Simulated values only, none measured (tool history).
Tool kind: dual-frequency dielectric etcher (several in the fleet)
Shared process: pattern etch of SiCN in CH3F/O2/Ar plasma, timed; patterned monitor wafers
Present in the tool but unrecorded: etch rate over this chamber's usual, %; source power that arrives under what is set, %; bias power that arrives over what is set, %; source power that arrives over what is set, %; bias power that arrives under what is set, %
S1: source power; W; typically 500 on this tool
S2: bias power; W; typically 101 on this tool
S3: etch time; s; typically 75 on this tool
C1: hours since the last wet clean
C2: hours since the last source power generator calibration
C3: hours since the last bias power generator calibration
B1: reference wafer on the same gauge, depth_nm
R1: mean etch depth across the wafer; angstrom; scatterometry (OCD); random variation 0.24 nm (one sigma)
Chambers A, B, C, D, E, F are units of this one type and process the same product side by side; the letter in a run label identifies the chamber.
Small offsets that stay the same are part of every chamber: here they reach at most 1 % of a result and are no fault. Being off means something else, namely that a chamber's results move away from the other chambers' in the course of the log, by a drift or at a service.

run	hour	S1	S2	S3	C1	C2	C3	B1	R1
1E	10.6	500	101	75	287.0	1423.3	1874.5	39.297	343.91
# hour 20.7: chamber C: wet clean of the chamber
2D	25.6	500	101	75	330.5	748.7	2087.8	39.303	345.32
# hour 29.0: chamber B: wet clean of the chamber
3F	39.4	500	101	75	501.8	231.2	56.4	39.288	343.39
# hour 47.1: chamber A: source power generator calibrated
4C	49.8	500	101	75	29.2	2822.7	2230.3	39.316	347.97
5A	58.0	500	101	75	62.0	11.0	2353.1	39.338	347.36
6B	72.2	500	101	75	43.2	1340.8	1915.2	39.349	341.52
# hour 80.1: chamber E: wet clean of the chamber
7F	83.0	500	92	75	545.4	274.8	100.0	39.285	336.20
# hour 89.5: chamber D: bias power generator calibrated
8D	96.4	500	92	75	401.3	819.5	6.9	39.248	330.94
9A	108.5	500	92	75	112.5	61.5	2403.6	39.303	333.29
10B	116.1	500	92	75	87.1	1384.7	1959.1	39.260	333.10
# hour 125.4: chamber D: wet clean of the chamber
11C	131.0	500	92	75	110.4	2903.9	2311.5	39.292	333.68
12E	145.4	500	92	75	65.3	1558.1	2009.3	39.332	331.44
# hour 148.1: chamber F: wet clean of the chamber
13B	158.3	500	83	54	129.3	1426.9	2001.3	39.389	232.97
14D	168.9	500	83	54	43.5	892.0	79.4	39.268	231.52
15F	176.9	500	83	54	28.9	368.7	193.9	39.292	233.75
16C	187.7	500	83	54	167.1	2960.6	2368.2	39.270	228.30
17A	201.6	500	83	54	205.6	154.6	2496.7	39.274	232.72
18E	214.7	500	83	54	134.6	1627.4	2078.6	39.298	233.11
19F	222.9	500	101	75	74.9	414.7	239.9	39.274	346.08
20E	238.3	500	101	75	158.2	1651.0	2102.2	39.325	339.91
21B	249.4	500	101	75	220.4	1518.0	2092.4	39.245	347.01
22C	265.0	500	101	75	244.4	3037.9	2445.5	39.328	348.22
23D	275.5	500	101	75	150.1	998.6	186.0	39.331	346.26
24A	283.5	500	101	61	287.5	236.5	2578.6	39.351	285.93
25C	293.0	500	101	61	272.4	3065.9	2473.5	39.334	280.02
26D	303.7	500	101	61	178.3	1026.8	214.2	39.348	280.40
27E	314.0	500	101	61	233.9	1726.7	2177.9	39.308	282.22
28F	322.8	500	101	61	174.8	514.6	339.8	39.382	278.69
29A	334.0	500	101	61	338.0	287.0	2629.1	39.276	284.72
30B	347.8	500	101	75	318.8	1616.4	2190.8	39.370	346.99
31F	361.2	500	101	75	213.2	553.0	378.2	39.286	346.52
32D	373.0	500	101	75	247.6	1096.1	283.5	39.328	348.46
33C	386.8	500	101	75	366.2	3159.7	2567.3	39.307	339.67
34E	401.4	500	101	75	321.3	1814.1	2265.3	39.339	346.10
35A	416.5	500	101	75	420.5	369.5	2711.6	39.267	346.07
# hour 419.0: chamber B: wet clean of the chamber
36B	425.9	500	101	75	6.9	1694.5	2268.9	39.335	348.00
# hour 431.3: chamber E: wet clean of the chamber
37C	437.5	500	101	75	416.9	3210.4	2618.0	39.355	349.31
38D	452.4	500	124	65	327.0	1175.5	362.9	39.304	321.38
39E	461.3	500	124	65	30.0	1874.0	2325.2	39.314	321.41
# hour 465.9: chamber B: bias power generator calibrated
# hour 467.3: chamber A: wet clean of the chamber
40B	470.8	500	124	65	51.8	1739.4	5.0	39.264	323.13
41A	485.8	500	124	65	18.6	438.8	2780.9	39.256	324.09
42F	498.9	500	124	65	350.9	690.7	515.9	39.365	327.05
# hour 506.9: chamber E: bias power generator calibrated
43E	507.5	500	124	65	76.2	1920.2	0.6	39.338	324.51
44D	518.6	500	101	75	393.2	1241.7	429.1	39.317	348.49

Predict what each chamber gives when all 6 of them run the settings below next.
45A	530.5	500	101	75					?
45B	530.5	500	101	75					?
45C	530.5	500	101	75					?
45D	530.5	500	101	75					?
45E	530.5	500	101	75					?
45F	530.5	500	101	75					?

run	R1
45A	349.85
45B	345.04
45C	346.67
45D	349.86
45E	344.26
45F	346.80
